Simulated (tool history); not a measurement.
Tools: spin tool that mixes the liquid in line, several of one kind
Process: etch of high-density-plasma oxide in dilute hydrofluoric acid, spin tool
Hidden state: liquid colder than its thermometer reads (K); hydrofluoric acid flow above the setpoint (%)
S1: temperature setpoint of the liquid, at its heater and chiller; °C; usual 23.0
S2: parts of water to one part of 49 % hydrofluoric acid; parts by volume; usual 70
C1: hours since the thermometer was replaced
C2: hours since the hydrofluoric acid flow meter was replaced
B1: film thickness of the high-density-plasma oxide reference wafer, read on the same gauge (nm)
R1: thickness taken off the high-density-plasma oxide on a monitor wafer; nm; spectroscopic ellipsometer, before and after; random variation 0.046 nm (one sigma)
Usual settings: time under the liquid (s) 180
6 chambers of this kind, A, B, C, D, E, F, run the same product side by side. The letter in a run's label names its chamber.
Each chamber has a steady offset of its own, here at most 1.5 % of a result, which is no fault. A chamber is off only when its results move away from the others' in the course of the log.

{"run": "1B", "hour": 8.8, "S1": 23.0, "S2": 70, "time under the liquid (s)": 180, "C1": 784.3, "C2": 1433.6, "B1": 60.028, "R1": 13.163}
{"run": "2C", "hour": 17.1, "S1": 23.0, "S2": 70, "time under the liquid (s)": 180, "C1": 945.3, "C2": 217.7, "B1": 59.975, "R1": 13.226}
{"run": "3A", "hour": 25.5, "S1": 23.0, "S2": 70, "time under the liquid (s)": 180, "C1": 285.2, "C2": 779.2, "B1": 60.05, "R1": 13.179}
{"run": "4F", "hour": 34.0, "S1": 23.0, "S2": 70, "time under the liquid (s)": 180, "C1": 427.7, "C2": 145.1, "B1": 59.977, "R1": 13.026}
{"run": "5E", "hour": 42.0, "S1": 23.0, "S2": 70, "time under the liquid (s)": 180, "C1": 314.1, "C2": 67.3, "B1": 59.973, "R1": 13.133}
{"run": "6D", "hour": 50.0, "S1": 23.0, "S2": 70, "time under the liquid (s)": 180, "C1": 1145.7, "C2": 1710.8, "B1": 59.982, "R1": 13.054}
{"run": "7C", "hour": 56.1, "S1": 23.0, "S2": 70, "time under the liquid (s)": 180, "C1": 984.3, "C2": 256.7, "B1": 59.978, "R1": 13.25}
{"run": "8F", "hour": 64.2, "S1": 23.0, "S2": 70, "time under the liquid (s)": 180, "C1": 457.9, "C2": 175.3, "B1": 60.005, "R1": 13.099}
{"run": "9A", "hour": 70.3, "S1": 23.0, "S2": 70, "time under the liquid (s)": 180, "C1": 330.0, "C2": 824.0, "B1": 60.003, "R1": 13.238}
{"run": "10D", "hour": 76.0, "S1": 23.0, "S2": 70, "time under the liquid (s)": 180, "C1": 1171.7, "C2": 1736.8, "B1": 59.974, "R1": 13.068}
{"run": "11B", "hour": 82.2, "S1": 23.0, "S2": 70, "time under the liquid (s)": 180, "C1": 857.7, "C2": 1507.0, "B1": 60.011, "R1": 13.064}
{"run": "12E", "hour": 87.9, "S1": 23.0, "S2": 70, "time under the liquid (s)": 180, "C1": 360.0, "C2": 113.2, "B1": 59.987, "R1": 13.057}
{"run": "13B", "hour": 98.9, "S1": 23.0, "S2": 70, "time under the liquid (s)": 180, "C1": 874.4, "C2": 1523.7, "B1": 59.982, "R1": 13.127}
{"run": "14A", "hour": 105.9, "S1": 23.0, "S2": 70, "time under the liquid (s)": 180, "C1": 365.6, "C2": 859.6, "B1": 59.988, "R1": 13.183}
{"run": "15C", "hour": 115.9, "S1": 23.0, "S2": 70, "time under the liquid (s)": 180, "C1": 1044.1, "C2": 316.5, "B1": 59.996, "R1": 13.259}
{"run": "16F", "hour": 123.1, "S1": 23.0, "S2": 70, "time under the liquid (s)": 180, "C1": 516.8, "C2": 234.2, "B1": 59.987, "R1": 13.128}
{"run": "17E", "hour": 131.2, "S1": 20.5, "S2": 70, "time under the liquid (s)": 125, "C1": 403.3, "C2": 156.5, "B1": 60.031, "R1": 8.2351}
{"run": "18D", "hour": 141.6, "S1": 20.5, "S2": 70, "time under the liquid (s)": 125, "C1": 1237.3, "C2": 1802.4, "B1": 59.975, "R1": 8.2387}
{"hour": 147.0, "done": "chamber C: thermometer replaced"}
{"run": "19F", "hour": 149.9, "S1": 20.5, "S2": 70, "time under the liquid (s)": 125, "C1": 543.6, "C2": 261.0, "B1": 60.052, "R1": 8.2147}
{"run": "20D", "hour": 159.2, "S1": 20.5, "S2": 70, "time under the liquid (s)": 125, "C1": 1254.9, "C2": 1820.0, "B1": 59.99, "R1": 8.2634}
{"run": "21C", "hour": 164.5, "S1": 20.5, "S2": 70, "time under the liquid (s)": 125, "C1": 17.5, "C2": 365.1, "B1": 60.003, "R1": 8.2953}
{"run": "22E", "hour": 169.5, "S1": 20.5, "S2": 70, "time under the liquid (s)": 125, "C1": 441.6, "C2": 194.8, "B1": 59.982, "R1": 8.2304}
{"run": "23A", "hour": 179.0, "S1": 23.0, "S2": 70, "time under the liquid (s)": 180, "C1": 438.7, "C2": 932.7, "B1": 59.959, "R1": 13.154}
{"hour": 181.9, "done": "chamber D: hydrofluoric acid flow meter replaced"}
{"run": "24B", "hour": 184.5, "S1": 23.0, "S2": 70, "time under the liquid (s)": 180, "C1": 960.0, "C2": 1609.3, "B1": 59.997, "R1": 13.113}
{"run": "25C", "hour": 190.9, "S1": 23.0, "S2": 70, "time under the liquid (s)": 180, "C1": 43.9, "C2": 391.5, "B1": 60.011, "R1": 13.185}
{"hour": 198.7, "done": "chamber B: thermometer replaced"}
{"run": "26A", "hour": 201.9, "S1": 23.0, "S2": 70, "time under the liquid (s)": 180, "C1": 461.6, "C2": 955.6, "B1": 59.993, "R1": 13.133}
{"run": "27E", "hour": 211.0, "S1": 23.0, "S2": 70, "time under the liquid (s)": 180, "C1": 483.1, "C2": 236.3, "B1": 60.008, "R1": 13.142}
{"run": "28D", "hour": 216.2, "S1": 23.0, "S2": 70, "time under the liquid (s)": 180, "C1": 1311.9, "C2": 34.3, "B1": 60.008, "R1": 13.048}
{"run": "29F", "hour": 222.9, "S1": 23.0, "S2": 70, "time under the liquid (s)": 180, "C1": 616.6, "C2": 334.0, "B1": 60.006, "R1": 13.089}
{"run": "30B", "hour": 232.4, "S1": 23.0, "S2": 70, "time under the liquid (s)": 180, "C1": 33.8, "C2": 1657.2, "B1": 59.98, "R1": 13.184}
{"run": "31B", "hour": 239.4, "S1": 23.0, "S2": 70, "time under the liquid (s)": 180, "C1": 40.8, "C2": 1664.2, "B1": 59.964, "R1": 13.181}
{"run": "32D", "hour": 247.0, "S1": 23.0, "S2": 70, "time under the liquid (s)": 180, "C1": 1342.7, "C2": 65.1, "B1": 59.994, "R1": 12.972}
{"run": "33F", "hour": 256.3, "S1": 23.0, "S2": 70, "time under the liquid (s)": 180, "C1": 650.0, "C2": 367.4, "B1": 60.038, "R1": 13.192}
{"run": "34A", "hour": 262.8, "S1": 23.0, "S2": 70, "time under the liquid (s)": 180, "C1": 522.5, "C2": 1016.5, "B1": 60.012, "R1": 13.137}
{"run": "35E", "hour": 270.5, "S1": 23.0, "S2": 70, "time under the liquid (s)": 180, "C1": 542.6, "C2": 295.8, "B1": 60.021, "R1": 13.168}
{"run": "36C", "hour": 278.6, "S1": 23.0, "S2": 70, "time under the liquid (s)": 140, "C1": 131.6, "C2": 479.2, "B1": 59.986, "R1": 10.294}
{"run": "37D", "hour": 289.2, "S1": 23.0, "S2": 70, "time under the liquid (s)": 140, "C1": 1384.9, "C2": 107.3, "B1": 59.994, "R1": 10.149}
{"hour": 290.9, "done": "chamber E: thermometer replaced"}
{"run": "38F", "hour": 297.2, "S1": 23.0, "S2": 70, "time under the liquid (s)": 140, "C1": 690.9, "C2": 408.3, "B1": 60.005, "R1": 10.247}
{"run": "39C", "hour": 307.1, "S1": 23.0, "S2": 70, "time under the liquid (s)": 140, "C1": 160.1, "C2": 507.7, "B1": 59.98, "R1": 10.228}
{"run": "40A", "hour": 315.5, "S1": 23.0, "S2": 70, "time under the liquid (s)": 140, "C1": 575.2, "C2": 1069.2, "B1": 59.974, "R1": 10.269}
{"run": "41B", "hour": 320.7, "S1": 23.0, "S2": 70, "time under the liquid (s)": 140, "C1": 122.1, "C2": 1745.5, "B1": 59.983, "R1": 10.252}
{"run": "42E", "hour": 330.4, "S1": 23.0, "S2": 70, "time under the liquid (s)": 180, "C1": 39.6, "C2": 355.7, "B1": 60.001, "R1": 13.14}
{"run": "43C", "hour": 339.6, "S1": 23.0, "S2": 70, "time under the liquid (s)": 180, "C1": 192.6, "C2": 540.2, "B1": 59.971, "R1": 13.226}

Is one chamber off against the others, does the gauge drift, or is nothing wrong? If a chamber is off, say which, and what the likeliest cause is.

No chamber stands off beyond its own small offset, and the gauge holds steady.
